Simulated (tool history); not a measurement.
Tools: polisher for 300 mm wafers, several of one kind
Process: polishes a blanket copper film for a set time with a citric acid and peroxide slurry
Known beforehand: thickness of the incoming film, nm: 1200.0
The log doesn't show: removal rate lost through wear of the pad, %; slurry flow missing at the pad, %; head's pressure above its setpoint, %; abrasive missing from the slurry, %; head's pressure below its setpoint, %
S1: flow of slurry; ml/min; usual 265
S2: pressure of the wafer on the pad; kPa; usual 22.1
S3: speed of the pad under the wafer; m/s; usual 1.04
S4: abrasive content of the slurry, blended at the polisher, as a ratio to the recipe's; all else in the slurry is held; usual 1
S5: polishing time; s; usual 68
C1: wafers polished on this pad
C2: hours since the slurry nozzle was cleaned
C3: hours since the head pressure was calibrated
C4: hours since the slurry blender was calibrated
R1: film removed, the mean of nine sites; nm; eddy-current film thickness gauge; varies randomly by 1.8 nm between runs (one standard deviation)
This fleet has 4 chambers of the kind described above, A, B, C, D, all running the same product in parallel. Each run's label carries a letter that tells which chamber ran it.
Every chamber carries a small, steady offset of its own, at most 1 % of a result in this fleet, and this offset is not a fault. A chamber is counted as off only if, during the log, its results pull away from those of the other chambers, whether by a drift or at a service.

| run | hour | S1 | S2 | S3 | S4 | S5 | C1 | C2 | C3 | C4 | R1 |
|---|---|---|---|---|---|---|---|---|---|---|---|
|  | 5.9 | chamber C: worn pad replaced by a new one |
|  | 7.3 | chamber B: slurry blender recalibrated |
| 1D | 8.1 | 265 | 22.1 | 1.04 | 1 | 68 | 104 | 185.4 | 448.2 | 239.5 | 144.03 |
| 2A | 14.5 | 265 | 22.1 | 1.04 | 1 | 68 | 248 | 80.2 | 105.8 | 94.8 | 142.81 |
|  | 17.2 | chamber B: worn pad replaced by a new one |
| 3C | 20.4 | 265 | 22.1 | 1.04 | 1 | 68 | 156 | 266.2 | 677.1 | 77.1 | 143.3 |
| 4B | 26.3 | 265 | 22.1 | 1.04 | 1 | 68 | 98 | 343.9 | 1054.5 | 19.1 | 140.62 |
| 5B | 32.3 | 265 | 22.1 | 1.04 | 1 | 68 | 162 | 349.9 | 1060.5 | 25.1 | 143.65 |
| 6C | 36.9 | 265 | 22.1 | 1.04 | 1 | 68 | 332 | 282.7 | 693.6 | 93.6 | 143.18 |
| 7A | 44.1 | 265 | 22.1 | 1.04 | 1 | 68 | 565 | 109.8 | 135.4 | 124.4 | 140.96 |
| 8D | 47.9 | 265 | 22.1 | 1.04 | 1 | 68 | 531 | 225.2 | 488 | 279.3 | 143.03 |
| 9C | 52.5 | 265 | 22.1 | 1.04 | 1 | 68 | 500 | 298.3 | 709.2 | 109.2 | 143.87 |
| 10B | 56.1 | 265 | 22.1 | 1.04 | 1 | 68 | 417 | 373.7 | 1084.3 | 48.9 | 139.96 |
|  | 56.2 | chamber A: worn pad replaced by a new one |
|  | 56.7 | chamber D: worn pad replaced by a new one |
| 11A | 61.7 | 265 | 22.1 | 1.04 | 0.85 | 80 | 59 | 127.4 | 153 | 142 | 160.49 |
| 12D | 68.6 | 265 | 22.1 | 1.04 | 0.85 | 80 | 128 | 245.9 | 508.7 | 300 | 167.2 |
|  | 73.1 | chamber C: worn pad replaced by a new one |
| 13D | 75.4 | 265 | 22.1 | 1.04 | 0.85 | 80 | 201 | 252.7 | 515.5 | 306.8 | 160.8 |
|  | 75.9 | chamber C: head pressure recalibrated |
| 14B | 80.1 | 265 | 22.1 | 1.04 | 0.85 | 80 | 674 | 397.7 | 1108.3 | 72.9 | 162 |
| 15A | 84.5 | 265 | 22.1 | 1.04 | 1 | 68 | 303 | 150.2 | 175.8 | 164.8 | 144.53 |
| 16C | 89.8 | 265 | 22.1 | 1.04 | 1 | 68 | 179 | 335.6 | 13.9 | 146.5 | 143.13 |
| 17A | 94.2 | 265 | 22.1 | 1.04 | 1 | 68 | 407 | 159.9 | 185.5 | 174.5 | 144.4 |
| 18D | 98.3 | 265 | 22.1 | 1.04 | 1 | 68 | 446 | 275.6 | 538.4 | 329.7 | 141.48 |
|  | 103.8 | chamber B: head pressure recalibrated |
| 19C | 104.5 | 265 | 22.1 | 1.04 | 1 | 68 | 336 | 350.3 | 28.6 | 161.2 | 142.02 |
| 20B | 112.4 | 265 | 22.1 | 1.04 | 1 | 68 | 1020 | 430 | 8.7 | 105.2 | 133.44 |
|  | 115.7 | chamber D: worn pad replaced by a new one |
|  | 120.3 | chamber C: slurry blender recalibrated |
| 21D | 120.5 | 265 | 17.2 | 1.04 | 1 | 68 | 51 | 297.8 | 560.6 | 351.9 | 113.56 |
|  | 124.1 | chamber A: worn pad replaced by a new one |
|  | 124.8 | chamber B: worn pad replaced by a new one |
| 22A | 127.1 | 265 | 17.2 | 1.04 | 1 | 68 | 32 | 192.8 | 218.4 | 207.4 | 108.1 |
| 23C | 134.4 | 265 | 17.2 | 1.04 | 1 | 68 | 657 | 380.2 | 58.5 | 14.2 | 107.8 |
|  | 137.6 | chamber C: worn pad replaced by a new one |
| 24B | 138.2 | 265 | 17.2 | 1.04 | 1 | 68 | 144 | 455.8 | 34.5 | 131 | 103.74 |
| 25B | 146.2 | 265 | 22.1 | 1.04 | 1.1 | 45 | 229 | 463.8 | 42.5 | 139 | 87.79 |
| 26C | 150.5 | 265 | 22.1 | 1.04 | 1.1 | 45 | 138 | 396.3 | 74.6 | 30.3 | 97.558 |
|  | 154.6 | chamber D: slurry blender recalibrated |
| 27A | 155.1 | 265 | 22.1 | 1.04 | 1.1 | 45 | 332 | 220.8 | 246.4 | 235.4 | 94.429 |
| 28D | 160.8 | 265 | 22.1 | 1.04 | 1.1 | 45 | 483 | 338.1 | 600.9 | 6.2 | 99.318 |
| 29B | 167.9 | 265 | 22.1 | 1.04 | 1 | 68 | 462 | 485.5 | 64.2 | 160.7 | 131.05 |
| 30D | 171.9 | 265 | 22.1 | 1.04 | 1 | 68 | 602 | 349.2 | 612 | 17.3 | 143.2 |
|  | 177.4 | chamber D: worn pad replaced by a new one |
| 31C | 178.6 | 265 | 22.1 | 1.04 | 1 | 68 | 439 | 424.4 | 102.7 | 58.4 | 140.73 |
| 32A | 185.5 | 265 | 22.1 | 1.04 | 1 | 68 | 657 | 251.2 | 276.8 | 265.8 | 142.83 |
| 33B | 190.1 | 265 | 22.1 | 1.04 | 1 | 68 | 700 | 507.7 | 86.4 | 182.9 | 129.15 |
| 34C | 195.5 | 265 | 22.1 | 1.04 | 1 | 68 | 620 | 441.3 | 119.6 | 75.3 | 143.8 |
|  | 202.6 | chamber A: worn pad replaced by a new one |
| 35A | 202.8 | 265 | 24.8 | 1.18 | 1 | 68 | 2 | 268.5 | 294.1 | 283.1 | 183.92 |
| 36D | 208 | 265 | 24.8 | 1.18 | 1 | 68 | 328 | 385.3 | 648.1 | 53.4 | 185.89 |
| 37A | 213.4 | 265 | 24.8 | 1.18 | 1 | 68 | 115 | 279.1 | 304.7 | 293.7 | 180.61 |

Decide between three cases: one chamber stands off from its peers, the gauge reading all wafers drifts, or nothing is wrong past each chamber's small offset. Where a chamber is off, say which and what most likely put it there.

A service on chamber B put it out of line with the rest.
Likeliest cause: head's pressure below its setpoint, % = 7.22.

Chamber B could run next with any of the 4 candidate recipes listed below; each alters the usual settings, and their results appear as question marks. Which one brings its results back in line with what the other chambers deliver on the usual settings?
A result is in line if it is within this distance of the other chambers' mean on the usual settings: R1 6.2 nm
| 38B-1 | 219.3 | 265 | 22.8 | 1.06 | 1 | 70 |  |  |  |  | ? |
| 38B-2 | 219.3 | 265 | 21.4 | 1.02 | 1 | 66 |  |  |  |  | ? |
| 38B-3 | 219.3 | 270 | 22.1 | 1.2 | 1 | 68 |  |  |  |  | ? |
| 38B-4 | 219.3 | 265 | 20.7 | 1.04 | 1 | 62 |  |  |  |  | ? |

Mean of the other chambers on the usual settings: R1 142.06 nm
| run | R1 |
|---|---|
| 38B-1 | 143.75 |
| 38B-2 | 122.73 |
| 38B-3 | 153.52 |
| 38B-4 | 113.83 |
Change 38B-1 lands the chamber within the allowed miss of the other chambers.

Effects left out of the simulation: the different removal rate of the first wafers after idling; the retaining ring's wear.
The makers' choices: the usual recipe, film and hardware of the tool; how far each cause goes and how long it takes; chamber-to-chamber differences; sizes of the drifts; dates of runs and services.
